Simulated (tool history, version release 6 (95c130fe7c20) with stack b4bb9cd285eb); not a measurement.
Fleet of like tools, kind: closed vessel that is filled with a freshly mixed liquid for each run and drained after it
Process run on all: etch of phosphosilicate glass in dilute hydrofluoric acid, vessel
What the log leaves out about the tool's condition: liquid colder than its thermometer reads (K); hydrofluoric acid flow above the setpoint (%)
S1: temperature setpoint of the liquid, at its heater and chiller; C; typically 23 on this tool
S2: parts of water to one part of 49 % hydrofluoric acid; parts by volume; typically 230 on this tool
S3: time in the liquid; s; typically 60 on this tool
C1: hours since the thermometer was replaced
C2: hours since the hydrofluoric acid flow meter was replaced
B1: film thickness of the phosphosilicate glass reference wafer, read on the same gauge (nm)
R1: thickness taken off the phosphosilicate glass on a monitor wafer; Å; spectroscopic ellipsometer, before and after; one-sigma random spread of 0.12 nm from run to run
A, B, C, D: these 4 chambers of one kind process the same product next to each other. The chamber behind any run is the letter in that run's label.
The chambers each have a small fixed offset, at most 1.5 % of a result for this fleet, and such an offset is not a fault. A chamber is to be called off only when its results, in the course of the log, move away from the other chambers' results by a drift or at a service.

| run | hour | S1 | S2 | S3 | C1 | C2 | B1 | R1 |
|---|---|---|---|---|---|---|---|---|
| 1D | 13.3 | 23 | 230 | 60 | 728.0 | 403.2 | 110.02 | 131.500 |
| 2A | 25.6 | 23 | 230 | 60 | 845.9 | 234.5 | 109.99 | 132.990 |
| 3B | 33.7 | 23 | 230 | 60 | 1596.1 | 1291.6 | 109.99 | 132.710 |
|  | 44.9 | chamber D: thermometer replaced |
| 4C | 47.5 | 23 | 230 | 60 | 84.2 | 645.9 | 109.98 | 133.710 |
| 5D | 56.9 | 23 | 230 | 60 | 12.0 | 446.8 | 109.99 | 130.610 |
| 6B | 68.8 | 23 | 230 | 60 | 1631.2 | 1326.7 | 109.98 | 132.810 |
| 7A | 83.9 | 23 | 230 | 60 | 904.2 | 292.8 | 110.02 | 130.860 |
| 8C | 99.9 | 23 | 230 | 60 | 136.6 | 698.3 | 109.98 | 131.990 |
| 9B | 108.5 | 23 | 230 | 60 | 1670.9 | 1366.4 | 109.99 | 132.340 |
| 10C | 124.3 | 26 | 230 | 60 | 161.0 | 722.7 | 109.99 | 147.180 |
| 11A | 139.6 | 26 | 230 | 60 | 959.9 | 348.5 | 110.03 | 147.040 |
| 12D | 154.9 | 26 | 230 | 60 | 110.0 | 544.8 | 109.98 | 147.250 |
| 13A | 162.3 | 26 | 230 | 60 | 982.6 | 371.2 | 109.96 | 145.660 |
| 14C | 172.1 | 23 | 230 | 45 | 208.8 | 770.5 | 110.00 | 100.500 |
| 15D | 185.4 | 23 | 230 | 45 | 140.5 | 575.3 | 109.98 | 99.609 |
| 16B | 199.8 | 23 | 230 | 45 | 1762.2 | 1457.7 | 109.96 | 99.582 |
| 17C | 207.1 | 23 | 230 | 45 | 243.8 | 805.5 | 109.99 | 100.850 |
| 18D | 218.1 | 23 | 230 | 60 | 173.2 | 608.0 | 109.97 | 131.890 |
| 19A | 227.9 | 23 | 230 | 60 | 1048.2 | 436.8 | 110.06 | 132.220 |
| 20B | 242.0 | 23 | 230 | 60 | 1804.4 | 1499.9 | 110.00 | 133.120 |
| 21B | 253.6 | 23 | 230 | 60 | 1816.0 | 1511.5 | 109.98 | 130.680 |
| 22D | 262.9 | 23 | 230 | 60 | 218.0 | 652.8 | 109.98 | 131.410 |
| 23A | 273.5 | 23 | 230 | 60 | 1093.8 | 482.4 | 110.02 | 131.890 |
| 24C | 285.2 | 23 | 230 | 60 | 321.9 | 883.6 | 109.97 | 132.690 |
|  | 289.2 | chamber D: hydrofluoric acid flow meter replaced |
| 25B | 298.2 | 23 | 230 | 60 | 1860.6 | 1556.1 | 109.98 | 129.680 |
| 26C | 313.2 | 23 | 230 | 60 | 349.9 | 911.6 | 110.02 | 131.730 |
| 27D | 325.7 | 23 | 230 | 60 | 280.8 | 36.6 | 110.03 | 131.110 |
| 28A | 332.8 | 23 | 230 | 60 | 1153.1 | 541.7 | 109.98 | 130.260 |
| 29A | 343.3 | 23 | 230 | 60 | 1163.6 | 552.2 | 110.02 | 131.640 |

Predict what each chamber gives when all 4 of them run the settings below next.
| 30A | 355.0 | 23 | 230 | 80 |  |  |  | ? |
| 30B | 355.0 | 23 | 230 | 80 |  |  |  | ? |
| 30C | 355.0 | 23 | 230 | 80 |  |  |  | ? |
| 30D | 355.0 | 23 | 230 | 80 |  |  |  | ? |

| run | R1 |
|---|---|
| 30A | 175.140 |
| 30B | 175.890 |
| 30C | 173.910 |
| 30D | 175.150 |
